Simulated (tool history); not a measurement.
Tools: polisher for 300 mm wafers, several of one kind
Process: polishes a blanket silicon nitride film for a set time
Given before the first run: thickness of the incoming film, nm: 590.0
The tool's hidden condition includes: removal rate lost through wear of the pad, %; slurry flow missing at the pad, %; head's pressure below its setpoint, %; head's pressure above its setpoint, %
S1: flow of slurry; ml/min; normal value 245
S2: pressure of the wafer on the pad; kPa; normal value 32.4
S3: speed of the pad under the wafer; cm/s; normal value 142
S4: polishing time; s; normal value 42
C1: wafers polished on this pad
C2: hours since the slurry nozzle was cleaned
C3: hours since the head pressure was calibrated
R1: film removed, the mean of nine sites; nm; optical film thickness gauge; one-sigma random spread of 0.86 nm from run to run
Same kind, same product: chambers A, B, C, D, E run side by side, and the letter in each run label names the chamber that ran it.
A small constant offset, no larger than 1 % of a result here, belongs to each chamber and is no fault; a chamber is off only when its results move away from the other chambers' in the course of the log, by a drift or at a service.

run    day   S1    S2   S3  S4    C1     C2     C3       R1
 1C  0.179  245  32.4  142  42   761  497.9  575.7  105.390
 2B  0.404  245  32.4  142  42   253  469.3  274.2  107.140
 3E  0.621  245  32.4  142  42   766  175.1  169.1  107.380
     0.671  -- chamber C: head pressure recalibrated
 4A  0.779  245  32.4  142  42   531  325.7  430.1  107.360
 5D  0.992  245  32.4  142  42   484  105.8  653.0  106.380
 6A  1.271  245  32.4  142  42   696  337.5  441.9  107.780
     1.429  -- chamber C: slurry nozzle cleaned
 7C  1.442  245  32.4  142  42  1184    0.4   18.6  106.130
     1.658  -- chamber A: worn pad replaced by a new one
 8D  1.742  245  32.4  142  42   734  123.8  671.0  105.640
     1.858  -- chamber C: worn pad replaced by a new one
 9E  1.962  245  32.4  142  42  1215  207.3  201.3  106.310
10B  2.188  245  32.4  142  42   849  512.1  317.0  107.110
11D  2.342  245  32.4  142  42   935  138.2  685.4  106.300
12C  2.483  245  32.4  142  42   209   25.4   43.6  106.890
     2.500  -- chamber D: worn pad replaced by a new one
13B  2.771  245  24.1  142  42  1044  526.1  331.0   80.408
14E  3.042  245  24.1  142  42  1576  233.2  227.2   79.154
     3.242  -- chamber E: worn pad replaced by a new one
15A  3.262  245  24.1  142  42   536  385.3  489.7   79.475
16E  3.421  245  24.1  142  42    60  242.3  236.3   79.566
17D  3.650  245  24.1  142  42   385  169.6  716.8   79.241
18C  3.942  245  32.4  142  42   696   60.4   78.6  106.420
19A  4.225  245  32.4  142  42   858  408.4  512.8  106.330
20B  4.388  245  32.4  142  42  1585  564.9  369.8  106.920
     4.467  -- chamber A: worn pad replaced by a new one
21E  4.650  245  32.4  142  42   471  271.8  265.8  107.120
22C  4.942  245  32.4  142  42  1031   84.4  102.6  104.700
23B  5.225  245  32.4  142  42  1865  585.0  389.9  105.020
24A  5.354  245  37.2  188  42   297  435.5  539.9  154.150
25D  5.496  245  37.2  188  42  1002  213.9  761.1  151.490
     5.529  -- chamber D: worn pad replaced by a new one
26B  5.638  245  37.2  188  42  2003  594.9  399.8  149.400
     5.762  -- chamber C: worn pad replaced by a new one
27C  5.858  245  37.2  188  42    32  106.4  124.6  154.190
28A  6.042  245  37.2  188  42   526  452.0  556.4  157.120
29D  6.175  245  32.4  142  42   216  230.2  777.4  107.480
30E  6.338  245  32.4  142  42  1035  312.3  306.3  107.390
31B  6.562  245  32.4  142  42  2312  617.1  422.0  102.310
32A  6.696  245  32.4  142  42   745  467.7  572.1  106.910
33E  6.983  245  32.4  142  42  1251  327.8  321.8  106.160
     7.175  -- chamber A: worn pad replaced by a new one
34C  7.233  245  32.4  142  42   492  139.4  157.6  106.720
     7.304  -- chamber E: worn pad replaced by a new one
35D  7.404  245  32.4  142  42   627  259.7  806.9  105.410
36D  7.579  245  32.4  142  29   686  263.9  811.1   74.720
37C  7.850  245  32.4  142  29   698  154.2  172.4   73.687
38A  8.038  245  32.4  142  29   289  499.9  604.3   73.745
39B  8.342  245  32.4  142  29  2907  659.8  464.7   69.548
40E  8.525  245  32.4  142  29   408  364.8  358.8   73.892

Is one chamber off against the others, does the gauge drift, or is nothing wrong? If a chamber is off, say which, and what the likeliest cause is.

One chamber, B, drifts off from the rest bit by bit.
Cause: removal rate lost through wear of the pad, % = 7.74.
The log might look much the same if the cause were instead: slurry flow missing at the pad, %; head's pressure below its setpoint, %.

Which of the 4 candidates below, each the usual settings with something changed and its results left as question marks, puts chamber B back in line with what the other chambers give on the usual settings?
Counts as in line when no further than this from what the other chambers average on the usual settings: R1 3.000 nm
41B-1  8.746  245  33.1  146  43               ?
41B-2  8.746  245  32.4  142  43               ?
41B-3  8.746  245  31.7  140  42               ?
41B-4  8.746  245  31.7  138  41               ?

The mean the other chambers reach with the usual settings: R1 106.700 nm
  run       R1
41B-1  106.540
41B-2  102.010
41B-3   96.406
41B-4   93.032
It is 41B-1 that realigns the chamber with its peers.
